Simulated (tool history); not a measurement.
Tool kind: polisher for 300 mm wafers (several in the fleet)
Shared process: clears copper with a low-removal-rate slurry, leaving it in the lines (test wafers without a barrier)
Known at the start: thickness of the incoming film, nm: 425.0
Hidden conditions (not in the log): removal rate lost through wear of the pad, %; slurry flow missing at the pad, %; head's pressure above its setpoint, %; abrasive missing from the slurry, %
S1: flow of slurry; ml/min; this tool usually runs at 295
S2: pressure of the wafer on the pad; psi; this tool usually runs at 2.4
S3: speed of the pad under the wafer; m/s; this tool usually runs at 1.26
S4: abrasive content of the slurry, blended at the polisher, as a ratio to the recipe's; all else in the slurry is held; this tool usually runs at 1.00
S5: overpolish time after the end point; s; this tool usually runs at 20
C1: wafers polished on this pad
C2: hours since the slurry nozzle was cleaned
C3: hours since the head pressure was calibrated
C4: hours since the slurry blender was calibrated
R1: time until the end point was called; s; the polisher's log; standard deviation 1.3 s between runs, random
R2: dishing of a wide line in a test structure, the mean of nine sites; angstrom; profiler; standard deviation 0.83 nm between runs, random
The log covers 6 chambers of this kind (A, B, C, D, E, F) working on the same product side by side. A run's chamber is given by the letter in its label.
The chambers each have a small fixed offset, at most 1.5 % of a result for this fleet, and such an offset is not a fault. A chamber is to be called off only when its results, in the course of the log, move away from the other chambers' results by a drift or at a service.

run	day	S1	S2	S3	S4	S5	C1	C2	C3	C4	R1	R2
1F	0.408	295	2.4	1.26	1.00	20	114	423.2	471.4	11.1	119.000	484.71
2E	0.733	295	2.4	1.26	1.00	20	160	116.4	134.2	56.9	116.440	473.56
3D	0.983	295	2.4	1.26	1.00	20	271	226.7	428.1	80.1	118.540	474.44
4C	1.288	295	2.4	1.26	1.00	20	983	332.5	171.8	33.6	119.670	482.47
5A	1.538	295	2.4	1.26	1.00	20	1428	462.5	223.5	109.7	118.030	473.56
# day 1.729: chamber B: slurry blender recalibrated
6B	1.946	295	2.4	1.26	1.00	20	956	189.8	210.1	5.2	119.630	486.98
7C	2.292	295	2.4	1.26	1.00	20	1154	356.6	195.9	57.7	118.140	493.67
# day 2.512: chamber A: worn pad replaced by a new one
# day 2.517: chamber D: slurry nozzle cleaned
# day 2.558: chamber C: worn pad replaced by a new one
8A	2.562	295	2.4	1.26	1.00	20	9	487.1	248.1	134.3	119.870	473.86
9D	2.879	295	2.4	1.26	1.00	20	593	8.7	473.6	125.6	117.440	488.76
# day 3.221: chamber D: worn pad replaced by a new one
10F	3.242	295	2.4	1.26	1.00	20	595	491.2	539.4	79.1	118.690	482.62
11E	3.538	295	2.4	1.26	1.00	20	637	183.7	201.5	124.2	120.650	478.70
12B	3.800	295	2.4	1.26	1.00	20	1271	234.3	254.6	49.7	117.480	474.96
13B	4.171	295	2.4	1.26	1.00	20	1334	243.2	263.5	58.6	117.090	483.94
14D	4.388	295	2.4	1.26	1.00	20	198	44.9	509.8	161.8	117.950	484.83
# day 4.479: chamber E: worn pad replaced by a new one
15C	4.646	295	2.4	1.26	1.00	20	355	413.1	252.4	114.2	117.190	480.82
# day 4.896: chamber B: worn pad replaced by a new one
16F	5.000	295	2.4	1.26	0.85	20	894	533.4	581.6	121.3	120.540	468.42
# day 5.075: chamber F: worn pad replaced by a new one
17A	5.250	295	2.4	1.26	0.85	20	465	551.6	312.6	198.8	122.140	466.02
18E	5.583	295	2.4	1.26	0.85	20	187	232.8	250.6	173.3	124.560	470.68
19C	5.867	295	2.4	1.26	0.85	20	562	442.4	281.7	143.5	122.660	472.26
20B	6.179	295	2.4	1.26	0.85	20	218	291.4	311.7	106.8	124.440	453.81
# day 6.242: chamber D: worn pad replaced by a new one
21F	6.454	295	2.4	1.26	0.85	20	234	568.3	616.5	156.2	121.180	474.97
22A	6.871	295	2.4	1.26	1.00	20	741	590.5	351.5	237.7	115.520	496.83
23E	7.071	295	2.4	1.26	1.00	20	440	268.5	286.3	209.0	120.440	481.47
24D	7.312	295	2.4	1.26	1.00	20	182	115.1	580.0	232.0	116.270	477.77
# day 7.554: chamber C: head pressure recalibrated
25B	7.717	295	2.4	1.26	1.00	20	479	328.3	348.6	143.7	117.310	463.69
26F	8.083	295	2.4	1.56	0.80	20	511	607.4	655.6	195.3	98.452	557.13
27C	8.338	295	2.4	1.56	0.80	20	982	501.7	18.9	202.8	91.730	602.50
# day 8.392: chamber C: worn pad replaced by a new one
28D	8.629	295	2.4	1.56	0.80	20	406	146.7	611.6	263.6	100.340	544.54
29E	8.908	295	2.4	1.56	0.80	20	753	312.6	330.4	253.1	101.540	557.27
30A	9.162	295	2.4	1.56	0.80	20	1130	645.5	406.5	292.7	100.760	536.54
# day 9.500: chamber B: slurry blender recalibrated
# day 9.546: chamber D: worn pad replaced by a new one
31D	9.550	295	2.4	1.56	0.80	20	1	168.8	633.7	285.7	100.180	544.73
# day 9.738: chamber A: worn pad replaced by a new one
32A	9.804	295	2.4	1.26	1.00	20	11	660.9	421.9	308.1	119.440	492.05
33B	10.008	295	2.4	1.26	1.00	20	869	383.3	403.6	12.2	117.880	482.85
# day 10.300: chamber E: worn pad replaced by a new one
34F	10.317	295	2.4	1.26	1.00	20	891	661.0	709.2	248.9	119.420	491.19
# day 10.354: chamber F: worn pad replaced by a new one
35E	10.596	295	2.4	1.26	1.00	20	50	353.1	370.9	293.6	120.400	483.57
# day 10.788: chamber A: slurry blender recalibrated
36C	10.788	295	2.4	1.26	1.00	20	407	560.5	77.7	261.6	108.960	515.50
37A	11.008	295	2.4	1.26	1.00	20	216	689.8	450.8	5.3	116.890	479.61
38D	11.421	295	2.4	1.26	1.00	20	319	213.7	678.6	330.6	117.960	486.21
39E	11.783	295	2.4	1.26	1.00	20	252	381.6	399.4	322.1	122.140	493.60
# day 11.950: chamber B: worn pad replaced by a new one
40F	12.196	295	2.4	1.26	1.00	20	313	706.1	754.3	294.0	116.180	482.96
41B	12.379	295	2.4	1.26	1.00	20	73	440.2	460.5	69.1	117.590	476.45
42C	12.775	295	3.0	1.26	1.15	20	745	608.2	125.4	309.3	85.639	645.94
# day 12.821: chamber D: worn pad replaced by a new one
43A	13.104	295	3.0	1.26	1.15	20	572	740.1	501.1	55.6	93.686	592.16
44D	13.467	295	3.0	1.26	1.15	20	110	262.8	727.7	379.7	91.252	615.62

Next, every chamber runs the same settings. What will each give?
45A	13.767	295	2.4	1.26	1.15	20					?	?
45B	13.767	295	2.4	1.26	1.15	20					?	?
45C	13.767	295	2.4	1.26	1.15	20					?	?
45D	13.767	295	2.4	1.26	1.15	20					?	?
45E	13.767	295	2.4	1.26	1.15	20					?	?
45F	13.767	295	2.4	1.26	1.15	20					?	?

run	R1	R2
45A	116.450	486.07
45B	113.190	495.63
45C	104.690	549.06
45D	116.320	489.84
45E	114.210	496.36
45F	114.650	512.04

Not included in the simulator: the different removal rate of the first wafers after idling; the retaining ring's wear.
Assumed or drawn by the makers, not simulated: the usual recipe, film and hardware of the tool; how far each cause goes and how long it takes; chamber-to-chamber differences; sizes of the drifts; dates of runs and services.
